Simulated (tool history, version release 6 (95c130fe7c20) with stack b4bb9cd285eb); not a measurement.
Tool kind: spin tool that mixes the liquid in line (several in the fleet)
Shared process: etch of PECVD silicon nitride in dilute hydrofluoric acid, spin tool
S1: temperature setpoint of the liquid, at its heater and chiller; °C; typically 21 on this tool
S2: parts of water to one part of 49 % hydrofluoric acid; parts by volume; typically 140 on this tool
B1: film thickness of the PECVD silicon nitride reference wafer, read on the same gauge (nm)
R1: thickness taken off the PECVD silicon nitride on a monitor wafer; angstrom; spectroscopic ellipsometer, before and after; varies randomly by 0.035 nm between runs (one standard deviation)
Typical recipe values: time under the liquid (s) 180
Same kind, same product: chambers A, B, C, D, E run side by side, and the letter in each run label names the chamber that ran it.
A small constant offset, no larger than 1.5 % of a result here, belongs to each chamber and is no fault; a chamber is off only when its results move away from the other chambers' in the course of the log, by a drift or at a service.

Run 1C, day 0.358: usual settings; B1 79.999. Result: R1 28.217 angstrom.
At day 0.621: chamber A: hydrofluoric acid flow meter replaced.
Run 2B, day 0.675: usual settings; B1 80.006. Result: R1 28.024 angstrom.
Run 3D, day 1.038: usual settings; B1 80.004. Result: R1 28.212 angstrom.
At day 1.046: chamber D: hydrofluoric acid flow meter replaced.
Run 4E, day 1.271: usual settings; B1 80.008. Result: R1 27.948 angstrom.
Run 5A, day 1.521: usual settings; B1 80.012. Result: R1 27.96 angstrom.
Run 6E, day 1.8: usual settings; B1 80.001. Result: R1 28.656 angstrom.
Run 7C, day 2.125: usual settings; B1 79.983. Result: R1 28.221 angstrom.
Run 8A, day 2.325: usual settings; B1 79.984. Result: R1 28.458 angstrom.
Run 9D, day 2.725: usual settings; B1 79.988. Result: R1 27.963 angstrom.
Run 10B, day 2.967: usual settings but S2 200 parts by volume; B1 80.008. Result: R1 20.156 angstrom.
Run 11A, day 3.238: usual settings but S2 200 parts by volume; B1 80. Result: R1 20.2 angstrom.
Run 12D, day 3.542: usual settings but S2 200 parts by volume; B1 80.009. Result: R1 20 angstrom.
Run 13B, day 3.846: usual settings but S2 200 parts by volume; B1 80.005. Result: R1 20.03 angstrom.
Run 14C, day 4.304: usual settings but S2 200 parts by volume; B1 80.004. Result: R1 20.119 angstrom.
Run 15E, day 4.579: usual settings; B1 80.009. Result: R1 29.255 angstrom.
Run 16A, day 4.838: usual settings; B1 80.009. Result: R1 28.549 angstrom.
Run 17D, day 5.192: usual settings; B1 80.006. Result: R1 28.579 angstrom.
Run 18C, day 5.612: usual settings; B1 80.016. Result: R1 27.85 angstrom.
Run 19E, day 5.833: usual settings but S1 18.5 °C, S2 180 parts by volume; B1 79.996. Result: R1 18.734 angstrom.
Run 20B, day 6.258: usual settings but S1 18.5 °C, S2 180 parts by volume; B1 79.994. Result: R1 18.787 angstrom.
Run 21A, day 6.546: usual settings but S1 18.5 °C, S2 180 parts by volume; B1 79.993. Result: R1 18.398 angstrom.
Run 22B, day 6.812: usual settings but S1 18.5 °C, S2 180 parts by volume; B1 80.01. Result: R1 19.08 angstrom.
Run 23D, day 7.204: usual settings but S1 18.5 °C, S2 180 parts by volume; B1 79.996. Result: R1 19.392 angstrom.
Run 24C, day 7.5: usual settings; B1 79.996. Result: R1 27.485 angstrom.
Run 25E, day 7.758: usual settings; B1 80.009. Result: R1 28.974 angstrom.
Run 26B, day 8.204: usual settings but S1 24 °C; B1 80.002. Result: R1 33.565 angstrom.
Run 27E, day 8.592: usual settings but S1 24 °C; B1 80.007. Result: R1 35.828 angstrom.
Run 28C, day 8.796: usual settings but S1 24 °C; B1 79.975. Result: R1 34.907 angstrom.
Run 29D, day 9.062: usual settings but S1 24 °C; B1 80.013. Result: R1 34.424 angstrom.
Run 30A, day 9.446: usual settings but S1 24 °C; B1 80.023. Result: R1 34.702 angstrom.
Run 31E, day 9.671: usual settings; B1 80.001. Result: R1 29.282 angstrom.
At day 9.712: chamber B: hydrofluoric acid flow meter replaced.
Run 32B, day 10.096: usual settings but S1 23 °C, time under the liquid (s) 75; B1 79.995. Result: R1 13.149 angstrom.
Run 33C, day 10.512: usual settings but S1 23 °C, time under the liquid (s) 75; B1 79.993. Result: R1 13.276 angstrom.
Run 34A, day 10.942: usual settings but S1 23 °C, time under the liquid (s) 75; B1 80.005. Result: R1 13.542 angstrom.
Run 35D, day 11.3: usual settings but S1 23 °C, time under the liquid (s) 75; B1 80.021. Result: R1 13.867 angstrom.
Run 36C, day 11.692: usual settings but S1 23 °C, time under the liquid (s) 75; B1 80.006. Result: R1 13.039 angstrom.
Run 37B, day 11.908: usual settings; B1 79.996. Result: R1 28.619 angstrom.
Run 38D, day 12.2: usual settings; B1 80.011. Result: R1 28.833 angstrom.

Decide between three cases: one chamber stands off from its peers, the gauge reading all wafers drifts, or nothing is wrong past each chamber's small offset. Where a chamber is off, say which and what most likely put it there.

One chamber, E, drifts off from the rest bit by bit.
What lies behind it: liquid hotter than its thermometer reads (K) = 1.06.
The log might look much the same if the cause were instead: hydrofluoric acid flow above the setpoint (%).

Chamber E could run next with any of the 4 candidate recipes listed below; each alters the usual settings, and their results appear as question marks. Which one brings its results back in line with what the other chambers deliver on the usual settings?
Allowed miss from the other chambers' usual-settings mean, per result, to count as in line: R1 1.2 angstrom
Run 39E-1, day 12.529: usual settings but time under the liquid (s) 165. Result: R1 ?.
Run 39E-2, day 12.529: usual settings but S2 130 parts by volume. Result: R1 ?.
Run 39E-3, day 12.529: usual settings but S1 21.5 °C, S2 125 parts by volume. Result: R1 ?.
Run 39E-4, day 12.529: usual settings but time under the liquid (s) 155. Result: R1 ?.

Mean of the other chambers on the usual settings: R1 28.323 angstrom
  run      R1
39E-1  28.054
39E-2  32.886
39E-3  35.307
39E-4  26.354
The right change is 39E-1: it brings the chamber back within the allowed miss of the others.
